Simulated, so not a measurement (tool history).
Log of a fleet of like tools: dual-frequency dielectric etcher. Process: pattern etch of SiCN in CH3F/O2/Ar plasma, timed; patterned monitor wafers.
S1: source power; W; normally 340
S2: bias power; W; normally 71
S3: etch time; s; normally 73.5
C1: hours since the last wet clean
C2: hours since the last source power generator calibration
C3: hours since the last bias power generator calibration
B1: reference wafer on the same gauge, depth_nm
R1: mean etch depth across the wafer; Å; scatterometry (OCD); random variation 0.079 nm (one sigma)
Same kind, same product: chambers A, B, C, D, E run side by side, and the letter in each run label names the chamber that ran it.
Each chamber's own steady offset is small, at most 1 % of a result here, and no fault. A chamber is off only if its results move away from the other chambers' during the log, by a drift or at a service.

run	hour	S1	S2	S3	C1	C2	C3	B1	R1
1C	12.1	340	71	73.5	331.9	175.8	964.2	24.604	260.46
2B	21.2	340	71	73.5	271.7	1297.2	1453.4	24.591	258.27
# hour 27.5: chamber E: wet clean of the chamber
3D	34.6	340	71	73.5	97.1	3976.4	1534.6	24.587	258.59
4A	42.6	340	71	73.5	233.9	2888.2	3099.9	24.600	260.31
5E	56.0	340	71	73.5	28.5	314.3	2999.6	24.596	260.50
6C	70.1	340	71	73.5	389.9	233.8	1022.2	24.612	260.06
7B	77.2	340	71	73.5	327.7	1353.2	1509.4	24.606	260.54
8E	87.6	340	71	73.5	60.1	345.9	3031.2	24.596	262.71
9D	103.4	340	71	73.5	165.9	4045.2	1603.4	24.586	259.19
10A	111.1	340	71	73.5	302.4	2956.7	3168.4	24.602	259.89
11B	118.9	340	71	73.5	369.4	1394.9	1551.1	24.600	261.65
12A	126.5	340	71	73.5	317.8	2972.1	3183.8	24.602	258.82
13C	137.8	340	71	73.5	457.6	301.5	1089.9	24.611	259.45
14E	146.6	340	71	73.5	119.1	404.9	3090.2	24.585	261.51
15D	158.4	340	64	84.5	220.9	4100.2	1658.4	24.585	286.02
16A	170.0	340	64	84.5	361.3	3015.6	3227.3	24.606	288.42
# hour 172.3: chamber C: wet clean of the chamber
# hour 180.0: chamber D: source power generator calibrated
# hour 182.1: chamber B: wet clean of the chamber
17C	182.6	340	64	84.5	10.4	346.3	1134.7	24.595	289.48
18E	191.8	340	64	84.5	164.3	450.1	3135.4	24.579	289.69
19B	203.3	340	64	84.5	21.3	1479.3	1635.5	24.584	288.68
20D	213.6	340	71	73.5	276.1	33.6	1713.6	24.602	258.21
21C	221.6	340	76	73.5	49.4	385.3	1173.7	24.594	265.59
22E	230.4	340	76	73.5	202.9	488.7	3174.0	24.597	267.30
23A	244.6	340	76	73.5	435.9	3090.2	3301.9	24.605	267.81
24D	258.8	340	76	73.5	321.3	78.8	1758.8	24.603	264.97
25B	267.9	340	76	73.5	85.9	1543.9	1700.1	24.574	266.61
26A	283.4	340	71	73.5	474.7	3129.0	3340.7	24.588	260.42
27E	292.5	340	71	73.5	265.0	550.8	3236.1	24.590	261.03
28C	300.8	340	71	73.5	128.6	464.5	1252.9	24.595	260.05
# hour 304.3: chamber A: wet clean of the chamber
29D	315.0	340	71	73.5	377.5	135.0	1815.0	24.620	258.05
30B	329.0	340	71	73.5	147.0	1605.0	1761.2	24.570	260.14
31B	337.7	340	62	73.5	155.7	1613.7	1769.9	24.602	247.64
32A	352.2	340	62	73.5	47.9	3197.8	3409.5	24.607	248.28
33E	365.6	340	62	73.5	338.1	623.9	3309.2	24.610	248.22
34C	376.4	340	62	73.5	204.2	540.1	1328.5	24.606	247.17
35D	386.2	340	62	73.5	448.7	206.2	1886.2	24.606	247.35
36B	402.2	340	71	73.5	220.2	1678.2	1834.4	24.608	260.70
37D	413.4	340	71	73.5	475.9	233.4	1913.4	24.620	259.01
38E	427.0	390	71	83.5	399.5	685.3	3370.6	24.599	310.97
# hour 433.7: chamber D: wet clean of the chamber
39C	440.2	390	71	83.5	268.0	603.9	1392.3	24.599	310.40
40A	450.0	390	71	83.5	145.7	3295.6	3507.3	24.622	311.67
41D	461.3	390	71	83.5	27.7	281.3	1961.3	24.610	310.29
42E	469.2	390	71	83.5	441.7	727.5	3412.8	24.582	312.11
43C	478.1	340	71	73.5	305.9	641.8	1430.2	24.590	260.03

Does one chamber stand apart from the rest, does the shared gauge drift, or is all well apart from small per-chamber offsets? Give the chamber and the most likely cause, where there is one.

Beyond each chamber's small constant offset nothing stands out, and the gauge stays steady.
